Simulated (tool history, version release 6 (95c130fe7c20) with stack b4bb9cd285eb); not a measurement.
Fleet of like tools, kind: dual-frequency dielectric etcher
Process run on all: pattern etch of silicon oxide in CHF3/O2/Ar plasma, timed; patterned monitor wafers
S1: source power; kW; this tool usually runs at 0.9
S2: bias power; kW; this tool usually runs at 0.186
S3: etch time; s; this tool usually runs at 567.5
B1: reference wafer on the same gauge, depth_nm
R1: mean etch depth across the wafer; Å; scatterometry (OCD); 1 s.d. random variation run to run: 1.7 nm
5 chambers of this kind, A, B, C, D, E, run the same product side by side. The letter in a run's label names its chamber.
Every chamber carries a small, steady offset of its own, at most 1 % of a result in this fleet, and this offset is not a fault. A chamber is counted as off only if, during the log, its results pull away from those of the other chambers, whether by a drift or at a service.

run     day    S1     S2     S3      B1     R1
 1C   0.467   0.9  0.186  567.5  1570.1  13220
 2A   0.771   0.9  0.186  567.5  1570.8  13141
 3B   1.062   0.9  0.186  567.5  1570.5  13259
 4E   1.488   0.9  0.186  567.5  1570.3  13380
      1.838  -- chamber D: wet clean of the chamber
 5D   1.871   0.9  0.186  567.5  1570.5  13343
 6D   2.342   0.9  0.186  567.5  1571.5  13391
 7E   2.775   0.9  0.186  567.5  1571.5  13356
      2.804  -- chamber C: wet clean of the chamber
 8A   3.083   0.9  0.186  567.5  1572.2  13173
 9C   3.533   0.9  0.186  567.5  1571.8  13241
10B   3.754   0.9  0.186  567.5  1572.5  13273
11B   4.125  0.83  0.211  567.5  1572.3  13427
12E   4.342  0.83  0.211  567.5  1573.1  13507
      4.408  -- chamber E: wet clean of the chamber
13C    4.75  0.83  0.211  567.5  1573.1  13404
14D   5.129  0.83  0.211  567.5  1573.8  13538
15A   5.575  0.83  0.211  567.5  1573.5  13315
16C   5.808   0.9  0.186  567.5  1573.6  13244
17A   6.133   0.9  0.186  567.5  1573.2  13170
18E   6.562   0.9  0.186  567.5    1574  13416
19D   6.792   0.9  0.186  567.5  1574.5  13398
20B   7.167   0.9  0.186  567.5  1574.4  13257
21E   7.475  1.09  0.227  567.5  1575.4  15406
22D   7.917  1.09  0.227  567.5  1574.8  15396
23B   8.192  1.09  0.227  567.5  1574.7  15298
24A   8.538  1.09  0.227  567.5    1575  15136
25C   9.017  1.09  0.227  567.5  1575.2  15244
26E   9.379   0.9  0.186  567.5  1575.8  13389
27A   9.721   0.9  0.186  567.5  1576.1  13181
28D  10.008   0.9  0.186  567.5  1576.1  13412
29B  10.375   0.9  0.186  567.5  1576.5  13326
30C  10.725   0.9  0.186  567.5  1576.3  13252
31A  11.221   0.9  0.186  567.5  1576.8  13197
     11.296  -- chamber B: wet clean of the chamber
32B  11.488   0.9  0.186  567.5  1576.8  13287
33D  11.704   0.9  0.186  567.5  1577.4  13427
34E  12.079   0.9  0.186  567.5  1577.2  13438
35C  12.446   0.9  0.186  567.5  1577.6  13266
36C  12.675   0.9  0.186  567.5  1577.3  13258
37D  12.904   0.9  0.186  567.5  1577.6  13419
38A  13.121   0.9  0.186  567.5  1577.7  13218

One chamber off, gauge drift, or nothing amiss beyond the chambers' own small offsets? If it is a chamber, which one, and what is the likeliest cause?

None of the chambers is off. What moves is the gauge, dragging all their readings along together.
Cause: gauge reads high (%) = 0.52.
